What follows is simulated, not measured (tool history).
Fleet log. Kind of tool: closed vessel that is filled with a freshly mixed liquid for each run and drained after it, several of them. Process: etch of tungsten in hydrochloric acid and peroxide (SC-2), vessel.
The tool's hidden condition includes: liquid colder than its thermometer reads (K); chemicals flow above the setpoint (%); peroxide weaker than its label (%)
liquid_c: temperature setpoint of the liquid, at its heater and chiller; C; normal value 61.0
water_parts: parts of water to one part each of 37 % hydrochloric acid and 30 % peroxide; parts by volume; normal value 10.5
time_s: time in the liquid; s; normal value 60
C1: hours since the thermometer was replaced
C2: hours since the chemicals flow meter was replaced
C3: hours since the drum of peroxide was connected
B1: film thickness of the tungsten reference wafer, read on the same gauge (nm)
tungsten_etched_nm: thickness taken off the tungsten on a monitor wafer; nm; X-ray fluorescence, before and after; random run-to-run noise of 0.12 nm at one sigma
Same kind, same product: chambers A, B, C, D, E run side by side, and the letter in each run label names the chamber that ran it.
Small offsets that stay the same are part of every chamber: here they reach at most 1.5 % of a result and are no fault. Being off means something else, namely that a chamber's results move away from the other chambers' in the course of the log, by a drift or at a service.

run 1E hour=3.3 | liquid_c=61.0 water_parts=10.5 time_s=60 | C1=335.7 C2=2078.1 C3=302.4 | B1=60.030 | tungsten_etched_nm=15.4390
run 2A hour=8.8 | liquid_c=61.0 water_parts=10.5 time_s=60 | C1=836.4 C2=510.1 C3=36.9 | B1=60.011 | tungsten_etched_nm=15.5910
run 3B hour=12.6 | liquid_c=61.0 water_parts=10.5 time_s=60 | C1=1659.0 C2=197.3 C3=447.4 | B1=60.027 | tungsten_etched_nm=15.7520
run 4C hour=17.5 | liquid_c=61.0 water_parts=10.5 time_s=60 | C1=1188.5 C2=913.9 C3=319.8 | B1=59.949 | tungsten_etched_nm=15.6790
run 5D hour=22.9 | liquid_c=61.0 water_parts=10.5 time_s=60 | C1=2013.7 C2=120.1 C3=191.4 | B1=60.006 | tungsten_etched_nm=15.7580
run 6D hour=27.6 | liquid_c=61.0 water_parts=10.5 time_s=60 | C1=2018.4 C2=124.8 C3=196.1 | B1=60.008 | tungsten_etched_nm=15.6790
run 7C hour=32.7 | liquid_c=61.0 water_parts=10.5 time_s=60 | C1=1203.7 C2=929.1 C3=335.0 | B1=59.981 | tungsten_etched_nm=15.8080
run 8B hour=39.1 | liquid_c=61.0 water_parts=10.5 time_s=60 | C1=1685.5 C2=223.8 C3=473.9 | B1=59.970 | tungsten_etched_nm=15.6020
run 9A hour=43.1 | liquid_c=61.0 water_parts=10.5 time_s=60 | C1=870.7 C2=544.4 C3=71.2 | B1=60.024 | tungsten_etched_nm=15.4780
run 10E hour=46.1 | liquid_c=61.0 water_parts=10.5 time_s=60 | C1=378.5 C2=2120.9 C3=345.2 | B1=59.992 | tungsten_etched_nm=15.6020
run 11B hour=51.4 | liquid_c=61.0 water_parts=10.5 time_s=60 | C1=1697.8 C2=236.1 C3=486.2 | B1=59.997 | tungsten_etched_nm=15.4480
-- hour=55.3 chamber D: thermometer replaced
run 12E hour=56.6 | liquid_c=61.0 water_parts=10.5 time_s=60 | C1=389.0 C2=2131.4 C3=355.7 | B1=60.021 | tungsten_etched_nm=15.5600
run 13C hour=60.2 | liquid_c=61.0 water_parts=10.5 time_s=60 | C1=1231.2 C2=956.6 C3=362.5 | B1=60.030 | tungsten_etched_nm=15.5780
run 14D hour=64.7 | liquid_c=61.0 water_parts=10.5 time_s=60 | C1=9.4 C2=161.9 C3=233.2 | B1=60.008 | tungsten_etched_nm=15.6890
run 15A hour=67.7 | liquid_c=61.0 water_parts=10.5 time_s=30 | C1=895.3 C2=569.0 C3=95.8 | B1=60.046 | tungsten_etched_nm=7.6497
run 16B hour=71.3 | liquid_c=61.0 water_parts=10.5 time_s=30 | C1=1717.7 C2=256.0 C3=506.1 | B1=60.005 | tungsten_etched_nm=7.8700
run 17C hour=77.0 | liquid_c=61.0 water_parts=10.5 time_s=30 | C1=1248.0 C2=973.4 C3=379.3 | B1=60.013 | tungsten_etched_nm=7.8521
run 18A hour=81.0 | liquid_c=61.0 water_parts=10.5 time_s=30 | C1=908.6 C2=582.3 C3=109.1 | B1=60.013 | tungsten_etched_nm=7.7895
run 19D hour=87.1 | liquid_c=61.0 water_parts=10.5 time_s=30 | C1=31.8 C2=184.3 C3=255.6 | B1=60.010 | tungsten_etched_nm=7.9588
run 20E hour=93.0 | liquid_c=61.0 water_parts=10.5 time_s=60 | C1=425.4 C2=2167.8 C3=392.1 | B1=60.025 | tungsten_etched_nm=15.2020
run 21B hour=99.1 | liquid_c=61.0 water_parts=10.5 time_s=60 | C1=1745.5 C2=283.8 C3=533.9 | B1=60.018 | tungsten_etched_nm=15.7050
-- hour=103.9 chamber C: chemicals flow meter replaced
run 22D hour=104.1 | liquid_c=61.0 water_parts=15.0 time_s=60 | C1=48.8 C2=201.3 C3=272.6 | B1=59.998 | tungsten_etched_nm=11.7250
run 23A hour=107.4 | liquid_c=61.0 water_parts=15.0 time_s=60 | C1=935.0 C2=608.7 C3=135.5 | B1=60.002 | tungsten_etched_nm=11.4090
run 24C hour=112.8 | liquid_c=61.0 water_parts=15.0 time_s=60 | C1=1283.8 C2=9.0 C3=415.1 | B1=60.010 | tungsten_etched_nm=11.5220
run 25E hour=116.7 | liquid_c=61.0 water_parts=15.0 time_s=60 | C1=449.1 C2=2191.5 C3=415.8 | B1=60.023 | tungsten_etched_nm=11.3390
run 26E hour=120.4 | liquid_c=61.0 water_parts=15.0 time_s=60 | C1=452.8 C2=2195.2 C3=419.5 | B1=60.000 | tungsten_etched_nm=11.4110
run 27C hour=124.4 | liquid_c=61.0 water_parts=10.5 time_s=60 | C1=1295.4 C2=20.6 C3=426.7 | B1=59.996 | tungsten_etched_nm=15.4230
run 28A hour=129.8 | liquid_c=61.0 water_parts=10.5 time_s=60 | C1=957.4 C2=631.1 C3=157.9 | B1=60.000 | tungsten_etched_nm=15.2930
run 29B hour=134.0 | liquid_c=61.0 water_parts=10.5 time_s=60 | C1=1780.4 C2=318.7 C3=568.8 | B1=59.941 | tungsten_etched_nm=15.4920
-- hour=136.8 chamber B: new drum of peroxide connected
run 30D hour=136.9 | liquid_c=69.5 water_parts=10.5 time_s=30 | C1=81.6 C2=234.1 C3=305.4 | B1=60.010 | tungsten_etched_nm=12.9570
run 31A hour=142.0 | liquid_c=69.5 water_parts=10.5 time_s=30 | C1=969.6 C2=643.3 C3=170.1 | B1=59.954 | tungsten_etched_nm=12.8300
run 32D hour=147.6 | liquid_c=69.5 water_parts=10.5 time_s=30 | C1=92.3 C2=244.8 C3=316.1 | B1=60.028 | tungsten_etched_nm=13.1150
run 33E hour=152.3 | liquid_c=69.5 water_parts=10.5 time_s=30 | C1=484.7 C2=2227.1 C3=451.4 | B1=60.007 | tungsten_etched_nm=13.2390
run 34C hour=156.2 | liquid_c=69.5 water_parts=10.5 time_s=30 | C1=1327.2 C2=52.4 C3=458.5 | B1=59.998 | tungsten_etched_nm=13.0160
run 35B hour=159.0 | liquid_c=61.0 water_parts=10.5 time_s=60 | C1=1805.4 C2=343.7 C3=22.3 | B1=60.002 | tungsten_etched_nm=15.7660
run 36A hour=164.6 | liquid_c=64.5 water_parts=6.0 time_s=60 | C1=992.2 C2=665.9 C3=192.7 | B1=60.007 | tungsten_etched_nm=29.4640
run 37D hour=169.2 | liquid_c=64.5 water_parts=6.0 time_s=60 | C1=113.9 C2=266.4 C3=337.7 | B1=60.036 | tungsten_etched_nm=30.4810
run 38C hour=172.9 | liquid_c=64.5 water_parts=6.0 time_s=60 | C1=1343.9 C2=69.1 C3=475.2 | B1=59.981 | tungsten_etched_nm=30.1750

Read the log: is a single chamber off, either drifting away or since a service, is the gauge that measures every chamber drifting, or is nothing wrong beyond small per-chamber offsets? Name any odd chamber and what most likely caused it.

No chamber stands off beyond its own small offset, and the gauge holds steady.
